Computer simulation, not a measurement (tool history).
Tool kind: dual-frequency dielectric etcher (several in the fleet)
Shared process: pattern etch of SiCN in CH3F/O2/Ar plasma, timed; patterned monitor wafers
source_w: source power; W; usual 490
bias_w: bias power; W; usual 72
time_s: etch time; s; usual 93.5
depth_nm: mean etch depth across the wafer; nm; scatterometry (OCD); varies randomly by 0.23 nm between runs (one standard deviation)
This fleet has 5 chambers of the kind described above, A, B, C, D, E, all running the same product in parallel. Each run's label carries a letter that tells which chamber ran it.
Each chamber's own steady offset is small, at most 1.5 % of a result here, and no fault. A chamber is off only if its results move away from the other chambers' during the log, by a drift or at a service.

run   hour  source_w  bias_w  time_s  read-back reference wafer on the same gauge, depth_nm  depth_nm
 1D      8       490      72    93.5                                                 33.928    38.112
 2C   20.9       490      72    93.5                                                 33.887    38.151
 3A   30.9       490      72    93.5                                                 33.864    38.047
 4B     46       490      72    93.5                                                  33.86    37.873
 5E   59.3       490      72    93.5                                                 33.847    38.222
      63.1  -- chamber A: wet clean of the chamber
 6A   74.8       490      72    93.5                                                 33.934    38.165
 7B   84.5       490      72    93.5                                                 33.911    37.898
 8E     93       490      72    93.5                                                 33.894    38.026
 9D  108.8       490      72    93.5                                                 33.919    38.357
10C  123.4       490      72    93.5                                                 33.889    38.341
11E  132.4       490      72    93.5                                                 33.855    38.025
12B  147.3       490      72    93.5                                                 33.849    37.684
13D  155.1       490      60    93.5                                                 33.898    35.836
14C  168.2       490      60    93.5                                                 33.884    35.498
15A  176.3       490      60    93.5                                                 33.879    36.082
     184.9  -- chamber D: bias power generator calibrated
16E  190.8       490      60    93.5                                                 33.952    35.598
17C    198       490      60    93.5                                                 33.908     35.38
18A  210.5       490      72    93.5                                                 33.934    38.006
19B    218       490      72    93.5                                                  33.89    37.294
20D  232.5       490      72    93.5                                                 33.859    37.847
       235  -- chamber E: bias power generator calibrated
       236  -- chamber E: wet clean of the chamber
21E  243.9       490      72    93.5                                                 33.897    37.923
22B  253.1       490      72    93.5                                                 33.927    37.662
23D  269.4       490      72    93.5                                                 33.925      38.3
24A    283       490      72    93.5                                                 33.898    38.256
25C  290.2       490      72    93.5                                                 33.825    37.429
26D  303.4       440      90    93.5                                                 33.889    39.906
27A  319.8       440      90    93.5                                                 33.902     39.94
28B  332.9       440      90    93.5                                                 33.896    38.474
29E  343.3       440      90    93.5                                                  33.82    39.677
30C  354.5       440      90    93.5                                                 33.931    39.182
31B  362.9       490      72    93.5                                                 33.885    37.956
32C  374.8       490      72    69.5                                                  33.91    28.122
33E    389       490      72    69.5                                                 33.894    28.001
     394.7  -- chamber C: wet clean of the chamber
     397.1  -- chamber D: wet clean of the chamber
34A  404.8       490      72    69.5                                                 33.866    28.515
35D    419       490      72    69.5                                                 33.911    28.327
36B  433.4       490      72    69.5                                                 33.925    27.866
37D  447.5       490      72    93.5                                                 33.855    38.582
     452.5  -- chamber A: wet clean of the chamber
38E  458.4       490      72    93.5                                                 33.907    37.894
39A  469.5       490      72    93.5                                                 33.926    38.006
40C  481.5       490      72    93.5                                                 33.882    38.261
41E  489.4       490      72    93.5                                                 33.859    38.072
42D  501.8       490      72    93.5                                                 33.931     37.99

The same settings go to every chamber for the next run, one line per chamber below. Forecast the results for each:
43A  513.6       490      72     102                                                                ?
43B  513.6       490      72     102                                                                ?
43C  513.6       490      72     102                                                                ?
43D  513.6       490      72     102                                                                ?
43E  513.6       490      72     102                                                                ?

run  depth_nm
43A      41.2
43B    40.351
43C    41.429
43D    41.312
43E     41.26
